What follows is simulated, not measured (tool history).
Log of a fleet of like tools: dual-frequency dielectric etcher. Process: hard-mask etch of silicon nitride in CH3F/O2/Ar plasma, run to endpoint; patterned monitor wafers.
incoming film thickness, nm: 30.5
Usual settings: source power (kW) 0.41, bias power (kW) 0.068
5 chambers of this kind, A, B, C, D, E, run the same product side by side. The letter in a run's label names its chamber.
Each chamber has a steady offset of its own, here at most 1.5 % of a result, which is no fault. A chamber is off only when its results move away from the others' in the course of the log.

run	day	source power (kW)	bias power (kW)	hours since the last wet clean	hours since the last source power generator calibration	hours since the last bias power generator calibration	endpoint time (s)
1A	0.25	0.41	0.068	178.4	3829.1	1380.3	45.083
2D	0.621	0.41	0.068	198.4	2779.7	402.2	44.882
3C	1.029	0.41	0.068	222	2694.6	2394.9	45.454
4B	1.433	0.41	0.068	326	510	1313.4	44.185
5E	1.742	0.41	0.068	276.5	869.8	1399	44.719
6D	1.942	0.41	0.068	230.1	2811.4	433.9	44.565
7C	2.354	0.41	0.068	253.8	2726.4	2426.7	45.314
8E	2.708	0.41	0.068	299.7	893	1422.2	44.323
# day 2.804: chamber D: source power generator calibrated
9B	3.038	0.41	0.068	364.5	548.5	1351.9	44.435
10A	3.45	0.41	0.068	255.2	3905.9	1457.1	45.313
11C	3.75	0.41	0.068	287.3	2759.9	2460.2	45.188
12D	4.067	0.41	0.068	281.1	30.3	484.9	44.768
13A	4.325	0.33	0.077	276.2	3926.9	1478.1	46.713
14E	4.638	0.33	0.077	346	939.3	1468.5	47.199
15B	4.938	0.33	0.077	410.1	594.1	1397.5	46.384
16C	5.338	0.33	0.077	325.4	2798	2498.3	47.295
# day 5.45: chamber C: wet clean of the chamber
17B	5.667	0.33	0.077	427.6	611.6	1415	46.085
18A	6.025	0.41	0.068	317	3967.7	1518.9	44.863
19E	6.317	0.41	0.068	386.3	979.6	1508.8	44.393
20D	6.729	0.41	0.068	345	94.2	548.8	44.478
21A	7.058	0.41	0.068	341.8	3992.5	1543.7	44.944
22E	7.496	0.41	0.068	414.6	1007.9	1537.1	44.831
23C	7.771	0.41	0.068	55.8	2856.4	2556.7	45.489
24D	8.004	0.37	0.079	375.6	124.8	579.4	44.287
25B	8.196	0.37	0.079	488.3	672.3	1475.7	43.982
# day 8.208: chamber B: wet clean of the chamber
26C	8.45	0.37	0.079	72.1	2872.7	2573	44.028
27B	8.775	0.37	0.079	13.7	686.2	1489.6	44.015
28D	9.133	0.37	0.079	402.7	151.9	606.5	44.242
29A	9.375	0.41	0.068	397.4	4048.1	1599.3	44.701
30E	9.675	0.41	0.068	466.9	1060.2	1589.4	44.852
31E	9.958	0.41	0.068	473.7	1067	1596.2	44.83
32D	10.275	0.41	0.068	430.1	179.3	633.9	45.254
33C	10.562	0.41	0.068	122.8	2923.4	2623.7	45.44
34B	10.75	0.41	0.085	61.1	733.6	1537	41.701
35A	11.062	0.41	0.085	437.9	4088.6	1639.8	41.646
36A	11.329	0.41	0.085	444.3	4095	1646.2	41.85
37E	11.629	0.41	0.085	513.8	1107.1	1636.3	41.343
38D	12.038	0.41	0.085	472.4	221.6	676.2	41.502
39C	12.467	0.41	0.068	168.5	2969.1	2669.4	45.022
40B	12.888	0.41	0.068	112.4	784.9	1588.3	44.76
41A	13.188	0.41	0.068	488.9	4139.6	1690.8	44.741

What goes on in this fleet: one chamber off, a drifting gauge, or nothing beyond the chambers' own small offsets? Name the chamber and the cause, if any.

No chamber stands off beyond its own small offset, and the gauge holds steady.
